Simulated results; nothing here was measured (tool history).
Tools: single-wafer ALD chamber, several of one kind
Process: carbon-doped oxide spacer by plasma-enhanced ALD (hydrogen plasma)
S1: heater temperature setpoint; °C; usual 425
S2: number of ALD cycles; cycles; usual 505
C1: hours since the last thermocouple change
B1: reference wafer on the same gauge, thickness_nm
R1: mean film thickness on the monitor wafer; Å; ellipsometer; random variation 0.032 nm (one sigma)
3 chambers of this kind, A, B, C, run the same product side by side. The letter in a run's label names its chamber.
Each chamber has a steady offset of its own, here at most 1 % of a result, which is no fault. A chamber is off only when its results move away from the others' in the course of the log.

{"run": "1A", "hour": 9.9, "S1": 425, "S2": 505, "C1": 1612.7, "B1": 26.011, "R1": 233.45}
{"run": "2B", "hour": 15.8, "S1": 425, "S2": 505, "C1": 1793.2, "B1": 26.01, "R1": 234.17}
{"run": "3C", "hour": 22.9, "S1": 425, "S2": 505, "C1": 591.1, "B1": 26.006, "R1": 232.5}
{"run": "4B", "hour": 30.9, "S1": 425, "S2": 505, "C1": 1808.3, "B1": 26.002, "R1": 234.67}
{"run": "5A", "hour": 38.8, "S1": 425, "S2": 505, "C1": 1641.6, "B1": 26.022, "R1": 233.73}
{"run": "6C", "hour": 50.0, "S1": 425, "S2": 505, "C1": 618.2, "B1": 26.024, "R1": 232.73}
{"run": "7C", "hour": 56.6, "S1": 425, "S2": 505, "C1": 624.8, "B1": 26.021, "R1": 232.32}
{"run": "8B", "hour": 66.5, "S1": 425, "S2": 505, "C1": 1843.9, "B1": 26.027, "R1": 234.82}
{"run": "9A", "hour": 71.9, "S1": 425, "S2": 505, "C1": 1674.7, "B1": 26.033, "R1": 233.91}
{"run": "10C", "hour": 80.4, "S1": 425, "S2": 453, "C1": 648.6, "B1": 26.035, "R1": 208.73}
{"run": "11B", "hour": 86.1, "S1": 425, "S2": 453, "C1": 1863.5, "B1": 26.046, "R1": 209.47}
{"run": "12A", "hour": 96.4, "S1": 425, "S2": 453, "C1": 1699.2, "B1": 26.038, "R1": 210.01}
{"run": "13A", "hour": 107.0, "S1": 436, "S2": 416, "C1": 1709.8, "B1": 26.056, "R1": 185.56}
{"run": "14C", "hour": 116.9, "S1": 436, "S2": 416, "C1": 685.1, "B1": 26.048, "R1": 184.51}
{"run": "15B", "hour": 127.8, "S1": 436, "S2": 416, "C1": 1905.2, "B1": 26.05, "R1": 186.72}
{"run": "16A", "hour": 134.6, "S1": 419, "S2": 505, "C1": 1737.4, "B1": 26.054, "R1": 238.16}
{"run": "17C", "hour": 145.1, "S1": 419, "S2": 505, "C1": 713.3, "B1": 26.058, "R1": 237.8}
{"run": "18B", "hour": 152.6, "S1": 419, "S2": 505, "C1": 1930.0, "B1": 26.062, "R1": 239.51}
{"run": "19A", "hour": 161.3, "S1": 425, "S2": 505, "C1": 1764.1, "B1": 26.065, "R1": 233.98}
{"run": "20C", "hour": 171.2, "S1": 425, "S2": 505, "C1": 739.4, "B1": 26.08, "R1": 232.85}
{"run": "21B", "hour": 178.4, "S1": 425, "S2": 505, "C1": 1955.8, "B1": 26.074, "R1": 234.26}
{"run": "22B", "hour": 187.3, "S1": 425, "S2": 505, "C1": 1964.7, "B1": 26.076, "R1": 235.3}
{"run": "23A", "hour": 197.5, "S1": 425, "S2": 505, "C1": 1800.3, "B1": 26.071, "R1": 234.12}
{"run": "24C", "hour": 204.3, "S1": 425, "S2": 505, "C1": 772.5, "B1": 26.093, "R1": 232.82}
{"run": "25C", "hour": 209.9, "S1": 425, "S2": 505, "C1": 778.1, "B1": 26.086, "R1": 232.94}
{"run": "26A", "hour": 218.8, "S1": 425, "S2": 505, "C1": 1821.6, "B1": 26.097, "R1": 235.02}
{"run": "27B", "hour": 230.2, "S1": 411, "S2": 583, "C1": 2007.6, "B1": 26.095, "R1": 283.56}
{"run": "28C", "hour": 239.5, "S1": 411, "S2": 583, "C1": 807.7, "B1": 26.099, "R1": 280.79}
{"run": "29B", "hour": 250.4, "S1": 411, "S2": 583, "C1": 2027.8, "B1": 26.1, "R1": 282.83}
{"run": "30A", "hour": 261.4, "S1": 425, "S2": 505, "C1": 1864.2, "B1": 26.114, "R1": 234.42}
{"run": "31A", "hour": 268.9, "S1": 425, "S2": 505, "C1": 1871.7, "B1": 26.111, "R1": 234.62}
{"run": "32B", "hour": 274.2, "S1": 425, "S2": 505, "C1": 2051.6, "B1": 26.127, "R1": 234.71}
{"run": "33C", "hour": 282.9, "S1": 425, "S2": 505, "C1": 851.1, "B1": 26.116, "R1": 233.22}
{"run": "34C", "hour": 288.9, "S1": 425, "S2": 576, "C1": 857.1, "B1": 26.131, "R1": 265.94}
{"run": "35B", "hour": 294.9, "S1": 425, "S2": 576, "C1": 2072.3, "B1": 26.124, "R1": 267.96}
{"run": "36A", "hour": 303.8, "S1": 425, "S2": 576, "C1": 1906.6, "B1": 26.129, "R1": 267.59}
{"run": "37A", "hour": 315.1, "S1": 437, "S2": 505, "C1": 1917.9, "B1": 26.126, "R1": 225.23}
{"run": "38B", "hour": 321.2, "S1": 437, "S2": 505, "C1": 2098.6, "B1": 26.137, "R1": 226.16}
{"run": "39C", "hour": 332.4, "S1": 437, "S2": 505, "C1": 900.6, "B1": 26.14, "R1": 224.19}
{"run": "40A", "hour": 340.0, "S1": 425, "S2": 505, "C1": 1942.8, "B1": 26.152, "R1": 234.8}

Next, every chamber runs the same settings. What will each give?
{"run": "41A", "hour": 348.5, "S1": 425, "S2": 505, "R1": "?"}
{"run": "41B", "hour": 348.5, "S1": 425, "S2": 505, "R1": "?"}
{"run": "41C", "hour": 348.5, "S1": 425, "S2": 505, "R1": "?"}

run=41A R1=234.89
run=41B R1=235.63
run=41C R1=233.32

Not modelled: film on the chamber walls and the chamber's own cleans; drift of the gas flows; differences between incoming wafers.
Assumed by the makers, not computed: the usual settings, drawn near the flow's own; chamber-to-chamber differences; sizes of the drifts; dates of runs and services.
